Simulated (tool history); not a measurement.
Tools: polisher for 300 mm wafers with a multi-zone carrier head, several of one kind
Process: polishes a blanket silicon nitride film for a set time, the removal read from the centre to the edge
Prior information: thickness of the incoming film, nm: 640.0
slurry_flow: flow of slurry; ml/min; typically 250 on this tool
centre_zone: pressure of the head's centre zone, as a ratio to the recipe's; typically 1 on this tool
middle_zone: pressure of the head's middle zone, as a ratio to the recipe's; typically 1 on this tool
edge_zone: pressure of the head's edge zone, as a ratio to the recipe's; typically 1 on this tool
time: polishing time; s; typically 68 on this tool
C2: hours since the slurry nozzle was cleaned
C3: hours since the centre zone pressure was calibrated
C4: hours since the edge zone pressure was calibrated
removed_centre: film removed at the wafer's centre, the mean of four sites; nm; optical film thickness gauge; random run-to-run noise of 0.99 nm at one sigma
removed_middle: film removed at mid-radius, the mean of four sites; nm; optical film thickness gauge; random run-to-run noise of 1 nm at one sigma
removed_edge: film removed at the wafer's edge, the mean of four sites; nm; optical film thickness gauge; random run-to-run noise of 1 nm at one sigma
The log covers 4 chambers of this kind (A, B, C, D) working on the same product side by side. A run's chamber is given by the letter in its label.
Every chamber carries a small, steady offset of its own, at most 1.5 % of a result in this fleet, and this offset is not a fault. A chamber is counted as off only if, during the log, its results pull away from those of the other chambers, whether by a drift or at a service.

-- hour=2.7 chamber D: worn pad replaced by a new one
run 1C hour=6 | slurry_flow=250 centre_zone=1 middle_zone=1 edge_zone=1 time=68 | wafers_polished_on_this_pad=472 C2=347.6 C3=1643.5 C4=79 | removed_centre=129.5 removed_middle=126.88 removed_edge=127.01
-- hour=7.6 chamber C: slurry nozzle cleaned
run 2A hour=13.8 | slurry_flow=250 centre_zone=1 middle_zone=1 edge_zone=1 time=68 | wafers_polished_on_this_pad=1085 C2=303.2 C3=627.8 C4=826.4 | removed_centre=131.44 removed_middle=129.79 removed_edge=126.8
run 3D hour=18.4 | slurry_flow=250 centre_zone=1 middle_zone=1 edge_zone=1 time=68 | wafers_polished_on_this_pad=183 C2=27 C3=677.2 C4=131.1 | removed_centre=130.13 removed_middle=130.24 removed_edge=129.38
-- hour=22.5 chamber A: worn pad replaced by a new one
run 4B hour=24.7 | slurry_flow=250 centre_zone=1 middle_zone=1 edge_zone=1 time=68 | wafers_polished_on_this_pad=598 C2=144.6 C3=730.4 C4=710.5 | removed_centre=129.95 removed_middle=130.11 removed_edge=130.99
-- hour=25.2 chamber C: centre zone pressure recalibrated
run 5B hour=33.7 | slurry_flow=250 centre_zone=1 middle_zone=1 edge_zone=1 time=83 | wafers_polished_on_this_pad=703 C2=153.6 C3=739.4 C4=719.5 | removed_centre=158.48 removed_middle=156.15 removed_edge=159.11
run 6A hour=39.8 | slurry_flow=250 centre_zone=1 middle_zone=1 edge_zone=1 time=83 | wafers_polished_on_this_pad=203 C2=329.2 C3=653.8 C4=852.4 | removed_centre=159.19 removed_middle=157.95 removed_edge=156.15
run 7C hour=47 | slurry_flow=250 centre_zone=1 middle_zone=1 edge_zone=1 time=83 | wafers_polished_on_this_pad=952 C2=39.4 C3=21.8 C4=120 | removed_centre=160.11 removed_middle=157.37 removed_edge=155.37
run 8D hour=51.6 | slurry_flow=250 centre_zone=1 middle_zone=1 edge_zone=1 time=83 | wafers_polished_on_this_pad=572 C2=60.2 C3=710.4 C4=164.3 | removed_centre=159.56 removed_middle=156.22 removed_edge=154.88
-- hour=52.6 chamber C: worn pad replaced by a new one
run 9C hour=61.4 | slurry_flow=250 centre_zone=1 middle_zone=1 edge_zone=1.05 time=68 | wafers_polished_on_this_pad=103 C2=53.8 C3=36.2 C4=134.4 | removed_centre=130.25 removed_middle=128.33 removed_edge=131.06
-- hour=63.9 chamber D: worn pad replaced by a new one
run 10D hour=71.4 | slurry_flow=250 centre_zone=1 middle_zone=1 edge_zone=1.05 time=68 | wafers_polished_on_this_pad=88 C2=80 C3=730.2 C4=184.1 | removed_centre=129.89 removed_middle=128.14 removed_edge=131.87
run 11B hour=78.1 | slurry_flow=250 centre_zone=1 middle_zone=1 edge_zone=1.05 time=68 | wafers_polished_on_this_pad=1222 C2=198 C3=783.8 C4=763.9 | removed_centre=128.03 removed_middle=129.74 removed_edge=133.71
run 12A hour=86.6 | slurry_flow=250 centre_zone=1 middle_zone=1 edge_zone=1.05 time=68 | wafers_polished_on_this_pad=750 C2=376 C3=700.6 C4=899.2 | removed_centre=126.97 removed_middle=128.5 removed_edge=129.95
-- hour=90.4 chamber D: centre zone pressure recalibrated
run 13D hour=96.2 | slurry_flow=250 centre_zone=1 middle_zone=1 edge_zone=1 time=68 | wafers_polished_on_this_pad=378 C2=104.8 C3=5.8 C4=208.9 | removed_centre=129.98 removed_middle=127.25 removed_edge=128.85
-- hour=103.9 chamber B: centre zone pressure recalibrated
-- hour=105.1 chamber A: worn pad replaced by a new one
run 14C hour=105.9 | slurry_flow=250 centre_zone=1 middle_zone=1 edge_zone=1 time=68 | wafers_polished_on_this_pad=624 C2=98.3 C3=80.7 C4=178.9 | removed_centre=128.71 removed_middle=128.5 removed_edge=128.27
run 15B hour=115.4 | slurry_flow=250 centre_zone=1 middle_zone=1 edge_zone=1 time=68 | wafers_polished_on_this_pad=1659 C2=235.3 C3=11.5 C4=801.2 | removed_centre=128.35 removed_middle=129.44 removed_edge=127.76
run 16A hour=122.1 | slurry_flow=250 centre_zone=1 middle_zone=1 edge_zone=1 time=68 | wafers_polished_on_this_pad=199 C2=411.5 C3=736.1 C4=934.7 | removed_centre=130.48 removed_middle=128.88 removed_edge=127.63
-- hour=130 chamber D: worn pad replaced by a new one
run 17B hour=131.4 | slurry_flow=250 centre_zone=1 middle_zone=1 edge_zone=1 time=68 | wafers_polished_on_this_pad=1846 C2=251.3 C3=27.5 C4=817.2 | removed_centre=127.71 removed_middle=127.42 removed_edge=128.2
-- hour=138.7 chamber C: worn pad replaced by a new one
run 18D hour=139.1 | slurry_flow=250 centre_zone=1 middle_zone=1 edge_zone=1 time=68 | wafers_polished_on_this_pad=107 C2=147.7 C3=48.7 C4=251.8 | removed_centre=130.69 removed_middle=128.62 removed_edge=129.24
run 19C hour=149 | slurry_flow=250 centre_zone=1 middle_zone=1 edge_zone=1 time=68 | wafers_polished_on_this_pad=121 C2=141.4 C3=123.8 C4=222 | removed_centre=131.01 removed_middle=128.04 removed_edge=129.23
run 20A hour=157.3 | slurry_flow=250 centre_zone=1 middle_zone=1 edge_zone=1 time=68 | wafers_polished_on_this_pad=611 C2=446.7 C3=771.3 C4=969.9 | removed_centre=131.5 removed_middle=127.5 removed_edge=126.8
run 21B hour=165.5 | slurry_flow=250 centre_zone=1 middle_zone=1 edge_zone=1 time=68 | wafers_polished_on_this_pad=2245 C2=285.4 C3=61.6 C4=851.3 | removed_centre=127.28 removed_middle=125.64 removed_edge=127.02
run 22D hour=170.3 | slurry_flow=250 centre_zone=1 middle_zone=1 edge_zone=1 time=68 | wafers_polished_on_this_pad=472 C2=178.9 C3=79.9 C4=283 | removed_centre=128.16 removed_middle=128.47 removed_edge=126.68
run 23C hour=175.8 | slurry_flow=250 centre_zone=1 middle_zone=1 edge_zone=1 time=68 | wafers_polished_on_this_pad=434 C2=168.2 C3=150.6 C4=248.8 | removed_centre=130.9 removed_middle=128.36 removed_edge=128.26
run 24A hour=182.5 | slurry_flow=250 centre_zone=1 middle_zone=1 edge_zone=1 time=68 | wafers_polished_on_this_pad=905 C2=471.9 C3=796.5 C4=995.1 | removed_centre=128.8 removed_middle=128.33 removed_edge=128.46
-- hour=188.1 chamber B: slurry nozzle cleaned
run 25A hour=188.3 | slurry_flow=250 centre_zone=1 middle_zone=1 edge_zone=1 time=68 | wafers_polished_on_this_pad=973 C2=477.7 C3=802.3 C4=1000.9 | removed_centre=130.17 removed_middle=130.31 removed_edge=128.21
run 26C hour=197.5 | slurry_flow=250 centre_zone=1 middle_zone=1 edge_zone=1 time=68 | wafers_polished_on_this_pad=688 C2=189.9 C3=172.3 C4=270.5 | removed_centre=129.89 removed_middle=130.34 removed_edge=125.63
-- hour=199.8 chamber D: edge zone pressure recalibrated
-- hour=201.5 chamber D: worn pad replaced by a new one
run 27D hour=205.6 | slurry_flow=250 centre_zone=1 middle_zone=1 edge_zone=1 time=68 | wafers_polished_on_this_pad=48 C2=214.2 C3=115.2 C4=5.8 | removed_centre=129.47 removed_middle=130.3 removed_edge=128.5
-- hour=207 chamber A: worn pad replaced by a new one
run 28B hour=214.6 | slurry_flow=250 centre_zone=1 middle_zone=1 edge_zone=1 time=68 | wafers_polished_on_this_pad=2819 C2=26.5 C3=110.7 C4=900.4 | removed_centre=123.69 removed_middle=123.02 removed_edge=124.29
-- hour=222.9 chamber A: edge zone pressure recalibrated
run 29C hour=223.7 | slurry_flow=250 centre_zone=1 middle_zone=1 edge_zone=1 time=68 | wafers_polished_on_this_pad=995 C2=216.1 C3=198.5 C4=296.7 | removed_centre=129.06 removed_middle=128.22 removed_edge=130.08
-- hour=227.6 chamber A: slurry nozzle cleaned
-- hour=228.2 chamber C: worn pad replaced by a new one
-- hour=231.4 chamber D: slurry nozzle cleaned
run 30A hour=231.9 | slurry_flow=250 centre_zone=1 middle_zone=1 edge_zone=1 time=68 | wafers_polished_on_this_pad=291 C2=4.3 C3=845.9 C4=9 | removed_centre=130.19 removed_middle=129.72 removed_edge=129.68
run 31B hour=241.5 | slurry_flow=250 centre_zone=1 middle_zone=1 edge_zone=1 time=68 | wafers_polished_on_this_pad=3134 C2=53.4 C3=137.6 C4=927.3 | removed_centre=121.14 removed_middle=123.19 removed_edge=122.39
run 32D hour=246 | slurry_flow=295 centre_zone=1 middle_zone=1 edge_zone=0.9 time=68 | wafers_polished_on_this_pad=521 C2=14.7 C3=155.6 C4=46.2 | removed_centre=131.45 removed_middle=130.89 removed_edge=122.39
run 33D hour=252.4 | slurry_flow=295 centre_zone=1 middle_zone=1 edge_zone=0.9 time=68 | wafers_polished_on_this_pad=596 C2=21.1 C3=162 C4=52.6 | removed_centre=130.35 removed_middle=129.86 removed_edge=122.37
run 34C hour=261.7 | slurry_flow=295 centre_zone=1 middle_zone=1 edge_zone=0.9 time=68 | wafers_polished_on_this_pad=392 C2=254.1 C3=236.5 C4=334.7 | removed_centre=133.13 removed_middle=131.19 removed_edge=122.48
-- hour=264.4 chamber D: worn pad replaced by a new one
run 35A hour=270.8 | slurry_flow=295 centre_zone=1 middle_zone=1 edge_zone=0.9 time=68 | wafers_polished_on_this_pad=746 C2=43.2 C3=884.8 C4=47.9 | removed_centre=133.96 removed_middle=131.46 removed_edge=122.46
run 36B hour=278.3 | slurry_flow=250 centre_zone=1 middle_zone=1 edge_zone=1 time=68 | wafers_polished_on_this_pad=3565 C2=90.2 C3=174.4 C4=964.1 | removed_centre=119.96 removed_middle=119.49 removed_edge=122.14
run 37D hour=284.9 | slurry_flow=250 centre_zone=0.92 middle_zone=1 edge_zone=1 time=68 | wafers_polished_on_this_pad=240 C2=53.6 C3=194.5 C4=85.1 | removed_centre=117.2 removed_middle=129.63 removed_edge=128.32
-- hour=287.5 chamber A: centre zone pressure recalibrated
-- hour=291.8 chamber A: worn pad replaced by a new one
run 38B hour=292.8 | slurry_flow=250 centre_zone=0.92 middle_zone=1 edge_zone=1 time=68 | wafers_polished_on_this_pad=3734 C2=104.7 C3=188.9 C4=978.6 | removed_centre=109.66 removed_middle=118.27 removed_edge=119.93
run 39C hour=297.3 | slurry_flow=250 centre_zone=0.92 middle_zone=1 edge_zone=1 time=68 | wafers_polished_on_this_pad=808 C2=289.7 C3=272.1 C4=370.3 | removed_centre=118.41 removed_middle=129.46 removed_edge=125.52
run 40A hour=305.4 | slurry_flow=250 centre_zone=0.92 middle_zone=1 edge_zone=1 time=68 | wafers_polished_on_this_pad=159 C2=77.8 C3=17.9 C4=82.5 | removed_centre=119.85 removed_middle=129.02 removed_edge=127.09
run 41D hour=310.8 | slurry_flow=250 centre_zone=1 middle_zone=1 edge_zone=1 time=68 | wafers_polished_on_this_pad=543 C2=79.5 C3=220.4 C4=111 | removed_centre=128.81 removed_middle=129.07 removed_edge=127.73
run 42A hour=316.1 | slurry_flow=250 centre_zone=1 middle_zone=1 edge_zone=1 time=68 | wafers_polished_on_this_pad=285 C2=88.5 C3=28.6 C4=93.2 | removed_centre=129.15 removed_middle=129.22 removed_edge=129.05

Next, every chamber runs the same settings. What will each give?
run 43A hour=323.5 | slurry_flow=250 centre_zone=1 middle_zone=1 edge_zone=1 time=68 | removed_centre=? removed_middle=? removed_edge=?
run 43B hour=323.5 | slurry_flow=250 centre_zone=1 middle_zone=1 edge_zone=1 time=68 | removed_centre=? removed_middle=? removed_edge=?
run 43C hour=323.5 | slurry_flow=250 centre_zone=1 middle_zone=1 edge_zone=1 time=68 | removed_centre=? removed_middle=? removed_edge=?
run 43D hour=323.5 | slurry_flow=250 centre_zone=1 middle_zone=1 edge_zone=1 time=68 | removed_centre=? removed_middle=? removed_edge=?

run=43A removed_centre=130.06 removed_middle=129.11 removed_edge=127.51
run=43B removed_centre=118.31 removed_middle=117.16 removed_edge=120.38
run=43C removed_centre=130.16 removed_middle=128.35 removed_edge=128.08
run=43D removed_centre=128.87 removed_middle=128.35 removed_edge=129.79
